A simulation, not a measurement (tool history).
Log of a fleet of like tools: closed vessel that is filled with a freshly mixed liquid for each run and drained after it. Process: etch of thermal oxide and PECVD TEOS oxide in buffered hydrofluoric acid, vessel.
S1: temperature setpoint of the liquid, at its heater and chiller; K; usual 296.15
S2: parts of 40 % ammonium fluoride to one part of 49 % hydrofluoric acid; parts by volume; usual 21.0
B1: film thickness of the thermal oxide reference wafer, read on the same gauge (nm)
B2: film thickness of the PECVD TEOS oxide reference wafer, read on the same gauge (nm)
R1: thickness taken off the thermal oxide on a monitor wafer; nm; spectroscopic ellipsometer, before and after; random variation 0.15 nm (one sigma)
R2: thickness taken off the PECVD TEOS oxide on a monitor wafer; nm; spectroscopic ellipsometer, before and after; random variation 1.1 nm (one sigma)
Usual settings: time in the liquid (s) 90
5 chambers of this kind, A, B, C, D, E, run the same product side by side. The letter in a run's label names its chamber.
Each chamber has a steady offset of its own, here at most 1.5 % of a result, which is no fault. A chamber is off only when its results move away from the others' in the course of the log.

run 1A hour=9.8 | S1=296.15 S2=21.0 time_in_the_liquid_(s)=90 | B1=40.004 B2=90.028 | R1=47.913 R2=124.160
run 2E hour=17.4 | S1=296.15 S2=21.0 time_in_the_liquid_(s)=90 | B1=39.997 B2=90.030 | R1=47.812 R2=123.310
run 3C hour=28.6 | S1=296.15 S2=21.0 time_in_the_liquid_(s)=90 | B1=39.972 B2=89.985 | R1=47.904 R2=122.290
-- hour=37.4 chamber E: thermometer replaced
run 4B hour=44.5 | S1=296.15 S2=21.0 time_in_the_liquid_(s)=90 | B1=40.026 B2=90.050 | R1=48.156 R2=124.220
run 5D hour=54.6 | S1=296.15 S2=21.0 time_in_the_liquid_(s)=90 | B1=40.009 B2=90.058 | R1=47.815 R2=121.720
run 6B hour=62.1 | S1=296.15 S2=21.0 time_in_the_liquid_(s)=90 | B1=40.007 B2=90.040 | R1=48.200 R2=122.720
run 7D hour=76.2 | S1=296.15 S2=21.0 time_in_the_liquid_(s)=90 | B1=39.985 B2=89.982 | R1=47.923 R2=122.640
run 8A hour=89.7 | S1=296.15 S2=21.0 time_in_the_liquid_(s)=90 | B1=39.992 B2=89.989 | R1=47.875 R2=123.490
run 9E hour=102.3 | S1=296.15 S2=21.0 time_in_the_liquid_(s)=90 | B1=40.013 B2=90.008 | R1=47.808 R2=122.010
run 10C hour=109.8 | S1=296.15 S2=21.0 time_in_the_liquid_(s)=90 | B1=40.006 B2=90.015 | R1=47.542 R2=124.030
run 11E hour=120.6 | S1=296.15 S2=21.0 time_in_the_liquid_(s)=90 | B1=40.010 B2=90.049 | R1=48.064 R2=122.700
run 12B hour=130.0 | S1=296.15 S2=21.0 time_in_the_liquid_(s)=90 | B1=39.994 B2=89.992 | R1=48.159 R2=123.930
run 13C hour=142.3 | S1=296.15 S2=16.5 time_in_the_liquid_(s)=90 | B1=40.011 B2=89.978 | R1=59.725 R2=156.310
run 14D hour=153.5 | S1=296.15 S2=16.5 time_in_the_liquid_(s)=90 | B1=39.984 B2=89.969 | R1=60.074 R2=155.100
run 15A hour=163.3 | S1=296.15 S2=16.5 time_in_the_liquid_(s)=90 | B1=39.989 B2=90.020 | R1=59.664 R2=154.940
run 16A hour=172.2 | S1=296.15 S2=16.5 time_in_the_liquid_(s)=90 | B1=39.997 B2=90.046 | R1=59.817 R2=153.830
run 17E hour=182.9 | S1=296.15 S2=16.5 time_in_the_liquid_(s)=90 | B1=40.004 B2=89.974 | R1=60.216 R2=154.750
run 18C hour=195.2 | S1=296.15 S2=21.0 time_in_the_liquid_(s)=90 | B1=39.987 B2=90.040 | R1=47.792 R2=125.280
run 19B hour=203.0 | S1=296.15 S2=21.0 time_in_the_liquid_(s)=90 | B1=39.994 B2=89.988 | R1=48.271 R2=121.880
run 20D hour=218.2 | S1=296.15 S2=21.0 time_in_the_liquid_(s)=90 | B1=39.990 B2=89.957 | R1=48.127 R2=120.840
run 21C hour=230.6 | S1=296.15 S2=21.0 time_in_the_liquid_(s)=70 | B1=39.985 B2=89.999 | R1=37.122 R2=97.236
-- hour=231.6 chamber B: thermometer replaced
run 22A hour=241.0 | S1=296.15 S2=21.0 time_in_the_liquid_(s)=70 | B1=39.983 B2=89.949 | R1=37.439 R2=94.585
run 23E hour=248.8 | S1=296.15 S2=21.0 time_in_the_liquid_(s)=70 | B1=40.011 B2=89.970 | R1=37.185 R2=94.614
run 24B hour=262.2 | S1=296.15 S2=21.0 time_in_the_liquid_(s)=70 | B1=40.017 B2=89.988 | R1=37.430 R2=95.381
run 25D hour=278.2 | S1=296.15 S2=21.0 time_in_the_liquid_(s)=70 | B1=40.002 B2=90.024 | R1=37.427 R2=93.234
run 26A hour=285.7 | S1=296.15 S2=21.0 time_in_the_liquid_(s)=90 | B1=39.990 B2=90.006 | R1=47.767 R2=123.040
run 27B hour=294.2 | S1=296.15 S2=21.0 time_in_the_liquid_(s)=135 | B1=39.990 B2=89.961 | R1=72.495 R2=186.270
run 28D hour=303.7 | S1=296.15 S2=21.0 time_in_the_liquid_(s)=135 | B1=39.957 B2=89.993 | R1=71.501 R2=187.720
run 29E hour=313.7 | S1=296.15 S2=21.0 time_in_the_liquid_(s)=135 | B1=40.027 B2=89.999 | R1=71.908 R2=185.360
-- hour=318.4 chamber C: hydrofluoric acid flow meter replaced
run 30C hour=329.7 | S1=296.15 S2=21.0 time_in_the_liquid_(s)=135 | B1=40.007 B2=90.019 | R1=71.909 R2=187.880
run 31E hour=345.8 | S1=296.15 S2=21.0 time_in_the_liquid_(s)=135 | B1=39.984 B2=89.982 | R1=71.812 R2=184.350

What goes on in this fleet: one chamber off, a drifting gauge, or nothing beyond the chambers' own small offsets? Name the chamber and the cause, if any.

No chamber stands off beyond its own small offset, and the gauge holds steady.

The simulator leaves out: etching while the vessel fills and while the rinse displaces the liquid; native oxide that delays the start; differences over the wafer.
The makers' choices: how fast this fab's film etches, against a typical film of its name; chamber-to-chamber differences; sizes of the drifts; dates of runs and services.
